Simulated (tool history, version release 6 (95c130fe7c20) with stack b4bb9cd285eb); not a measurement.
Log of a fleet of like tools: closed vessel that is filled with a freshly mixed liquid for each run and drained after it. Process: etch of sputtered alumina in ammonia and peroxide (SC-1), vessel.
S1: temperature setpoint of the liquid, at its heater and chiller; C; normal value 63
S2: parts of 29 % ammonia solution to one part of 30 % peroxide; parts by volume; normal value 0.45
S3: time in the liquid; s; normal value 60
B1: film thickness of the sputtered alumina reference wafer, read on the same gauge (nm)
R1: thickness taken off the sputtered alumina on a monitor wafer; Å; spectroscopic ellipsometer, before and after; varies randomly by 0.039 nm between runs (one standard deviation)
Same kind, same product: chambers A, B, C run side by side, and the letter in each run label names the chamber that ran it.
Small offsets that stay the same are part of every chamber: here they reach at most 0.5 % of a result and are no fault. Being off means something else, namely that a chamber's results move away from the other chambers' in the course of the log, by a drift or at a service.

run 1A day=0.496 | S1=63 S2=0.45 S3=60 | B1=70.054 | R1=64.178
run 2B day=0.871 | S1=63 S2=0.45 S3=60 | B1=70.013 | R1=63.013
run 3C day=1.292 | S1=63 S2=0.45 S3=60 | B1=70.036 | R1=62.990
run 4C day=1.833 | S1=63 S2=0.45 S3=60 | B1=70.015 | R1=62.689
run 5B day=2.304 | S1=63 S2=0.45 S3=60 | B1=69.984 | R1=63.741
run 6A day=2.958 | S1=63 S2=0.45 S3=60 | B1=69.973 | R1=63.495
run 7B day=3.458 | S1=63 S2=0.45 S3=60 | B1=70.001 | R1=62.852
run 8C day=3.829 | S1=63 S2=0.45 S3=60 | B1=69.990 | R1=63.066
run 9A day=4.425 | S1=63 S2=0.45 S3=60 | B1=70.006 | R1=63.834
run 10A day=4.875 | S1=63 S2=0.45 S3=60 | B1=69.981 | R1=63.741
run 11B day=5.346 | S1=63 S2=0.45 S3=60 | B1=70.009 | R1=63.187
run 12C day=5.742 | S1=63 S2=0.45 S3=60 | B1=69.958 | R1=63.766
run 13A day=6.117 | S1=63 S2=0.45 S3=60 | B1=69.980 | R1=62.791
run 14C day=6.446 | S1=63 S2=0.45 S3=60 | B1=70.031 | R1=62.472
run 15B day=6.933 | S1=63 S2=0.45 S3=60 | B1=70.010 | R1=63.080
run 16C day=7.412 | S1=63 S2=0.45 S3=60 | B1=69.976 | R1=62.215
run 17B day=7.950 | S1=63 S2=0.45 S3=60 | B1=69.991 | R1=63.793
run 18A day=8.271 | S1=63 S2=0.45 S3=60 | B1=70.008 | R1=63.655
run 19A day=8.754 | S1=70 S2=0.60 S3=60 | B1=69.977 | R1=92.776
run 20C day=9.108 | S1=70 S2=0.60 S3=60 | B1=69.974 | R1=90.216
run 21B day=9.588 | S1=70 S2=0.60 S3=60 | B1=70.007 | R1=93.160
-- day=9.725 chamber A: new drum of ammonia solution connected
-- day=9.850 chamber A: ammonia flow meter replaced
run 22C day=10.133 | S1=63 S2=0.45 S3=60 | B1=69.963 | R1=62.790
run 23B day=10.638 | S1=63 S2=0.45 S3=60 | B1=70.027 | R1=64.283
run 24A day=11.183 | S1=63 S2=0.45 S3=60 | B1=70.020 | R1=62.795
run 25B day=11.571 | S1=63 S2=0.45 S3=60 | B1=70.078 | R1=64.481
run 26C day=11.950 | S1=63 S2=0.45 S3=60 | B1=70.026 | R1=62.478
run 27A day=12.550 | S1=63 S2=0.45 S3=60 | B1=70.023 | R1=63.093
run 28A day=13.150 | S1=63 S2=0.45 S3=60 | B1=70.004 | R1=63.307

Read the log: is a single chamber off, either drifting away or since a service, is the gauge that measures every chamber drifting, or is nothing wrong beyond small per-chamber offsets? Name any odd chamber and what most likely caused it.

It is chamber B that slowly wanders off from its peers.
Likeliest cause: liquid hotter than its thermometer reads (K) = 0.759.

Below are 4 candidate recipes for chamber B's next run, each the usual settings with a change, their results shown as question marks. Which of them brings B's results back in line with what the other chambers give on the usual settings?
In-line tolerance around the mean of the other chambers on the usual settings: R1 1.400 Å
run 29B-1 day=13.625 | S1=63 S2=0.45 S3=65 | R1=?
run 29B-2 day=13.625 | S1=63 S2=0.60 S3=60 | R1=?
run 29B-3 day=13.625 | S1=63 S2=0.20 S3=60 | R1=?
run 29B-4 day=13.625 | S1=63 S2=0.30 S3=60 | R1=?

Usual-settings mean across the other chambers: R1 62.978 Å
run=29B-1 R1=70.584
run=29B-2 R1=66.960
run=29B-3 R1=60.287
run=29B-4 R1=62.682
The right change is 29B-4: it brings the chamber back within the allowed miss of the others.
